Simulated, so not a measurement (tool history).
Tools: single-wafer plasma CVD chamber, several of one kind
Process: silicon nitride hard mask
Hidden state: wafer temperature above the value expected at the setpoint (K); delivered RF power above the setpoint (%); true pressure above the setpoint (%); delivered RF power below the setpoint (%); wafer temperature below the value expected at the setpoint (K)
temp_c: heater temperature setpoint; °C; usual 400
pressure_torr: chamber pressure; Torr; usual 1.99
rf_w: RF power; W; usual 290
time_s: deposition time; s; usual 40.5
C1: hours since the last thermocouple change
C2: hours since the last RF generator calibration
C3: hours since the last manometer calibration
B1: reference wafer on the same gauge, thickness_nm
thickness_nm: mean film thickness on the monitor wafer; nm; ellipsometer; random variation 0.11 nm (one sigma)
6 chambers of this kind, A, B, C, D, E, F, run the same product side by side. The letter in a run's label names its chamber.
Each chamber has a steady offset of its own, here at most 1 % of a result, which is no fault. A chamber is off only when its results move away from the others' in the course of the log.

run 1F hour=2.1 | temp_c=400 pressure_torr=1.99 rf_w=290 time_s=40.5 | C1=1467.9 C2=511.2 C3=829.9 | B1=57.216 | thickness_nm=48.535
run 2C hour=4.5 | temp_c=400 pressure_torr=1.99 rf_w=290 time_s=40.5 | C1=1379.3 C2=646.9 C3=674.7 | B1=57.201 | thickness_nm=48.667
run 3A hour=7.8 | temp_c=400 pressure_torr=1.99 rf_w=290 time_s=40.5 | C1=1553.5 C2=1923.6 C3=2408.8 | B1=57.247 | thickness_nm=48.368
run 4D hour=10.4 | temp_c=400 pressure_torr=1.99 rf_w=290 time_s=40.5 | C1=14.2 C2=931.5 C3=875.4 | B1=57.224 | thickness_nm=48.822
run 5E hour=13.7 | temp_c=400 pressure_torr=1.99 rf_w=290 time_s=40.5 | C1=61.6 C2=675.8 C3=1603 | B1=57.236 | thickness_nm=48.524
run 6B hour=15.8 | temp_c=400 pressure_torr=1.99 rf_w=290 time_s=40.5 | C1=1121.3 C2=47.7 C3=1250.9 | B1=57.194 | thickness_nm=48.927
run 7A hour=19.5 | temp_c=400 pressure_torr=1.99 rf_w=290 time_s=40.5 | C1=1565.2 C2=1935.3 C3=2420.5 | B1=57.189 | thickness_nm=48.199
run 8E hour=21.8 | temp_c=400 pressure_torr=1.99 rf_w=290 time_s=40.5 | C1=69.7 C2=683.9 C3=1611.1 | B1=57.206 | thickness_nm=48.277
run 9B hour=25.7 | temp_c=406 pressure_torr=1.99 rf_w=255 time_s=40.5 | C1=1131.2 C2=57.6 C3=1260.8 | B1=57.216 | thickness_nm=44.633
-- hour=27.1 chamber E: capacitance manometer re-zeroed and calibrated
run 10F hour=28.3 | temp_c=406 pressure_torr=1.99 rf_w=255 time_s=40.5 | C1=1494.1 C2=537.4 C3=856.1 | B1=57.198 | thickness_nm=44.171
run 11C hour=31.5 | temp_c=406 pressure_torr=1.99 rf_w=255 time_s=40.5 | C1=1406.3 C2=673.9 C3=701.7 | B1=57.156 | thickness_nm=44.525
run 12D hour=35.5 | temp_c=406 pressure_torr=1.99 rf_w=255 time_s=40.5 | C1=39.3 C2=956.6 C3=900.5 | B1=57.183 | thickness_nm=44.394
run 13E hour=38.1 | temp_c=406 pressure_torr=1.99 rf_w=255 time_s=40.5 | C1=86 C2=700.2 C3=11.1 | B1=57.213 | thickness_nm=44.129
run 14A hour=41.3 | temp_c=406 pressure_torr=1.99 rf_w=255 time_s=40.5 | C1=1587 C2=1957.1 C3=2442.3 | B1=57.191 | thickness_nm=44.401
run 15C hour=44.2 | temp_c=400 pressure_torr=1.99 rf_w=290 time_s=40.5 | C1=1419 C2=686.6 C3=714.4 | B1=57.183 | thickness_nm=48.58
run 16F hour=46.4 | temp_c=400 pressure_torr=1.99 rf_w=290 time_s=40.5 | C1=1512.2 C2=555.5 C3=874.2 | B1=57.203 | thickness_nm=48.23
run 17D hour=50.7 | temp_c=400 pressure_torr=1.99 rf_w=290 time_s=34.5 | C1=54.5 C2=971.8 C3=915.7 | B1=57.224 | thickness_nm=41.49
run 18B hour=54.9 | temp_c=400 pressure_torr=1.99 rf_w=290 time_s=34.5 | C1=1160.4 C2=86.8 C3=1290 | B1=57.202 | thickness_nm=41.593
run 19F hour=57.2 | temp_c=400 pressure_torr=1.99 rf_w=290 time_s=34.5 | C1=1523 C2=566.3 C3=885 | B1=57.165 | thickness_nm=41.28
run 20C hour=61.3 | temp_c=400 pressure_torr=1.99 rf_w=290 time_s=34.5 | C1=1436.1 C2=703.7 C3=731.5 | B1=57.2 | thickness_nm=41.437
run 21D hour=64.9 | temp_c=400 pressure_torr=1.99 rf_w=290 time_s=34.5 | C1=68.7 C2=986 C3=929.9 | B1=57.183 | thickness_nm=41.53
run 22E hour=67.5 | temp_c=400 pressure_torr=1.99 rf_w=290 time_s=34.5 | C1=115.4 C2=729.6 C3=40.5 | B1=57.226 | thickness_nm=41.09
run 23A hour=69.5 | temp_c=400 pressure_torr=1.99 rf_w=290 time_s=40.5 | C1=1615.2 C2=1985.3 C3=2470.5 | B1=57.21 | thickness_nm=48.4
run 24B hour=72.5 | temp_c=400 pressure_torr=1.99 rf_w=290 time_s=40.5 | C1=1178 C2=104.4 C3=1307.6 | B1=57.215 | thickness_nm=48.984
run 25F hour=76.4 | temp_c=400 pressure_torr=1.99 rf_w=290 time_s=40.5 | C1=1542.2 C2=585.5 C3=904.2 | B1=57.207 | thickness_nm=48.436
run 26E hour=79.5 | temp_c=387 pressure_torr=1.99 rf_w=290 time_s=44.8 | C1=127.4 C2=741.6 C3=52.5 | B1=57.226 | thickness_nm=53.613
run 27C hour=82.6 | temp_c=387 pressure_torr=1.99 rf_w=290 time_s=44.8 | C1=1457.4 C2=725 C3=752.8 | B1=57.223 | thickness_nm=54.484
run 28A hour=87.1 | temp_c=387 pressure_torr=1.99 rf_w=290 time_s=44.8 | C1=1632.8 C2=2002.9 C3=2488.1 | B1=57.193 | thickness_nm=53.653
run 29B hour=90.5 | temp_c=387 pressure_torr=1.99 rf_w=290 time_s=44.8 | C1=1196 C2=122.4 C3=1325.6 | B1=57.187 | thickness_nm=54.311
run 30D hour=93.6 | temp_c=387 pressure_torr=1.99 rf_w=290 time_s=44.8 | C1=97.4 C2=1014.7 C3=958.6 | B1=57.201 | thickness_nm=54.087
run 31E hour=95.9 | temp_c=387 pressure_torr=1.99 rf_w=290 time_s=44.8 | C1=143.8 C2=758 C3=68.9 | B1=57.212 | thickness_nm=53.818
run 32A hour=99 | temp_c=400 pressure_torr=1.99 rf_w=290 time_s=40.5 | C1=1644.7 C2=2014.8 C3=2500 | B1=57.206 | thickness_nm=48.187
run 33C hour=102 | temp_c=400 pressure_torr=1.99 rf_w=290 time_s=40.5 | C1=1476.8 C2=744.4 C3=772.2 | B1=57.193 | thickness_nm=48.833
run 34B hour=105.2 | temp_c=391 pressure_torr=1.99 rf_w=290 time_s=40.5 | C1=1210.7 C2=137.1 C3=1340.3 | B1=57.191 | thickness_nm=48.919
run 35F hour=108.2 | temp_c=391 pressure_torr=1.99 rf_w=290 time_s=40.5 | C1=1574 C2=617.3 C3=936 | B1=57.2 | thickness_nm=48.636
run 36D hour=112 | temp_c=391 pressure_torr=1.99 rf_w=290 time_s=40.5 | C1=115.8 C2=1033.1 C3=977 | B1=57.181 | thickness_nm=48.868

Next, every chamber runs the same settings. What will each give?
run 37A hour=115.2 | temp_c=400 pressure_torr=1.99 rf_w=310 time_s=40.5 | thickness_nm=?
run 37B hour=115.2 | temp_c=400 pressure_torr=1.99 rf_w=310 time_s=40.5 | thickness_nm=?
run 37C hour=115.2 | temp_c=400 pressure_torr=1.99 rf_w=310 time_s=40.5 | thickness_nm=?
run 37D hour=115.2 | temp_c=400 pressure_torr=1.99 rf_w=310 time_s=40.5 | thickness_nm=?
run 37E hour=115.2 | temp_c=400 pressure_torr=1.99 rf_w=310 time_s=40.5 | thickness_nm=?
run 37F hour=115.2 | temp_c=400 pressure_torr=1.99 rf_w=310 time_s=40.5 | thickness_nm=?

run=37A thickness_nm=50.395
run=37B thickness_nm=50.903
run=37C thickness_nm=50.927
run=37D thickness_nm=50.815
run=37E thickness_nm=50.538
run=37F thickness_nm=50.711

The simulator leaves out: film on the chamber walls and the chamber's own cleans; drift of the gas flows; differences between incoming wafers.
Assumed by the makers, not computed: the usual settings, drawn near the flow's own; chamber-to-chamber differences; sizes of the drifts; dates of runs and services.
